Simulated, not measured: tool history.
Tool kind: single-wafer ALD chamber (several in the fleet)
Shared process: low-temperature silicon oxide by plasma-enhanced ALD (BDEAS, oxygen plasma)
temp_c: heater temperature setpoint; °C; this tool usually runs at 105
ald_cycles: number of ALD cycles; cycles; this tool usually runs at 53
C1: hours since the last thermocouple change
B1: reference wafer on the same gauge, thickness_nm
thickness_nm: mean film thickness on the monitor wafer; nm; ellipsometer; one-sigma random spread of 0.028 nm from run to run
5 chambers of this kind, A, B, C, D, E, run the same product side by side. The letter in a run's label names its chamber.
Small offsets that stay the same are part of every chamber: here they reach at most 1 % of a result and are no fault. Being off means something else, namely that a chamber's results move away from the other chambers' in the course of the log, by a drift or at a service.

Run 1B, hour 7.9: usual settings; C1 1749.1; B1 8.9553. Result: thickness_nm 7.5354 nm.
Run 2C, hour 13.8: usual settings; C1 318.6; B1 8.9552. Result: thickness_nm 7.4990 nm.
Run 3E, hour 23.3: usual settings; C1 687.3; B1 8.9570. Result: thickness_nm 7.5069 nm.
Run 4D, hour 32.4: usual settings; C1 677.2; B1 8.9664. Result: thickness_nm 7.4078 nm.
Run 5A, hour 43.7: usual settings but temp_c 111 °C; C1 1857.0; B1 8.9643. Result: thickness_nm 7.4703 nm.
Run 6A, hour 50.2: usual settings but temp_c 111 °C; C1 1863.5; B1 8.9513. Result: thickness_nm 7.4752 nm.
Run 7D, hour 61.9: usual settings but temp_c 111 °C; C1 706.7; B1 8.9659. Result: thickness_nm 7.3405 nm.
Run 8E, hour 68.0: usual settings but temp_c 111 °C; C1 732.0; B1 8.9596. Result: thickness_nm 7.4969 nm.
Run 9B, hour 78.7: usual settings but temp_c 111 °C; C1 1819.9; B1 8.9583. Result: thickness_nm 7.3955 nm.
Run 10C, hour 89.6: usual settings; C1 394.4; B1 8.9652. Result: thickness_nm 7.5382 nm.
Run 11E, hour 97.0: usual settings; C1 761.0; B1 8.9579. Result: thickness_nm 7.5286 nm.
Run 12C, hour 103.8: usual settings; C1 408.6; B1 8.9681. Result: thickness_nm 7.4985 nm.
Run 13A, hour 113.0: usual settings; C1 1926.3; B1 8.9581. Result: thickness_nm 7.5268 nm.
Run 14D, hour 119.2: usual settings; C1 764.0; B1 8.9633. Result: thickness_nm 7.4312 nm.
Run 15B, hour 126.1: usual settings; C1 1867.3; B1 8.9566. Result: thickness_nm 7.5951 nm.
Run 16A, hour 133.2: usual settings; C1 1946.5; B1 8.9597. Result: thickness_nm 7.5469 nm.
Run 17D, hour 139.7: usual settings but temp_c 116 °C, ald_cycles 45 cycles; C1 784.5; B1 8.9571. Result: thickness_nm 6.2181 nm.
Run 18E, hour 145.2: usual settings but temp_c 116 °C, ald_cycles 45 cycles; C1 809.2; B1 8.9650. Result: thickness_nm 6.2544 nm.
Run 19B, hour 152.7: usual settings but temp_c 116 °C, ald_cycles 45 cycles; C1 1893.9; B1 8.9565. Result: thickness_nm 6.3045 nm.
Run 20C, hour 162.3: usual settings but temp_c 116 °C, ald_cycles 45 cycles; C1 467.1; B1 8.9595. Result: thickness_nm 6.2237 nm.
Run 21E, hour 167.9: usual settings but temp_c 116 °C, ald_cycles 45 cycles; C1 831.9; B1 8.9592. Result: thickness_nm 6.2958 nm.
Run 22A, hour 175.0: usual settings; C1 1988.3; B1 8.9603. Result: thickness_nm 7.5346 nm.
Run 23D, hour 183.1: usual settings; C1 827.9; B1 8.9577. Result: thickness_nm 7.4587 nm.
Run 24B, hour 193.1: usual settings; C1 1934.3; B1 8.9644. Result: thickness_nm 7.5173 nm.
Run 25C, hour 204.4: usual settings; C1 509.2; B1 8.9567. Result: thickness_nm 7.5182 nm.
Run 26C, hour 215.0: usual settings; C1 519.8; B1 8.9601. Result: thickness_nm 7.4910 nm.
Run 27E, hour 220.9: usual settings; C1 884.9; B1 8.9575. Result: thickness_nm 7.5284 nm.
Run 28A, hour 227.5: usual settings; C1 2040.8; B1 8.9689. Result: thickness_nm 7.5205 nm.
Run 29B, hour 236.5: usual settings; C1 1977.7; B1 8.9602. Result: thickness_nm 7.5785 nm.
Run 30D, hour 241.6: usual settings; C1 886.4; B1 8.9572. Result: thickness_nm 7.4787 nm.
Run 31B, hour 252.8: usual settings; C1 1994.0; B1 8.9663. Result: thickness_nm 7.5356 nm.
Run 32D, hour 262.6: usual settings but temp_c 110 °C, ald_cycles 48 cycles; C1 907.4; B1 8.9661. Result: thickness_nm 6.6929 nm.
Run 33A, hour 273.8: usual settings but temp_c 110 °C, ald_cycles 48 cycles; C1 2087.1; B1 8.9553. Result: thickness_nm 6.7440 nm.
Run 34C, hour 280.2: usual settings but temp_c 110 °C, ald_cycles 48 cycles; C1 585.0; B1 8.9566. Result: thickness_nm 6.7243 nm.
Run 35E, hour 288.8: usual settings but temp_c 110 °C, ald_cycles 48 cycles; C1 952.8; B1 8.9590. Result: thickness_nm 6.7954 nm.
Run 36E, hour 296.7: usual settings but temp_c 110 °C, ald_cycles 48 cycles; C1 960.7; B1 8.9558. Result: thickness_nm 6.7868 nm.
Run 37C, hour 307.5: usual settings; C1 612.3; B1 8.9640. Result: thickness_nm 7.5104 nm.

Predict what each chamber gives when all 5 of them run the settings below next.
Run 38A, hour 315.9: usual settings but ald_cycles 60 cycles. Result: thickness_nm ?.
Run 38B, hour 315.9: usual settings but ald_cycles 60 cycles. Result: thickness_nm ?.
Run 38C, hour 315.9: usual settings but ald_cycles 60 cycles. Result: thickness_nm ?.
Run 38D, hour 315.9: usual settings but ald_cycles 60 cycles. Result: thickness_nm ?.
Run 38E, hour 315.9: usual settings but ald_cycles 60 cycles. Result: thickness_nm ?.

run  thickness_nm
38A        8.4902
38B        8.5489
38C        8.5280
38D        8.4116
38E        8.4863
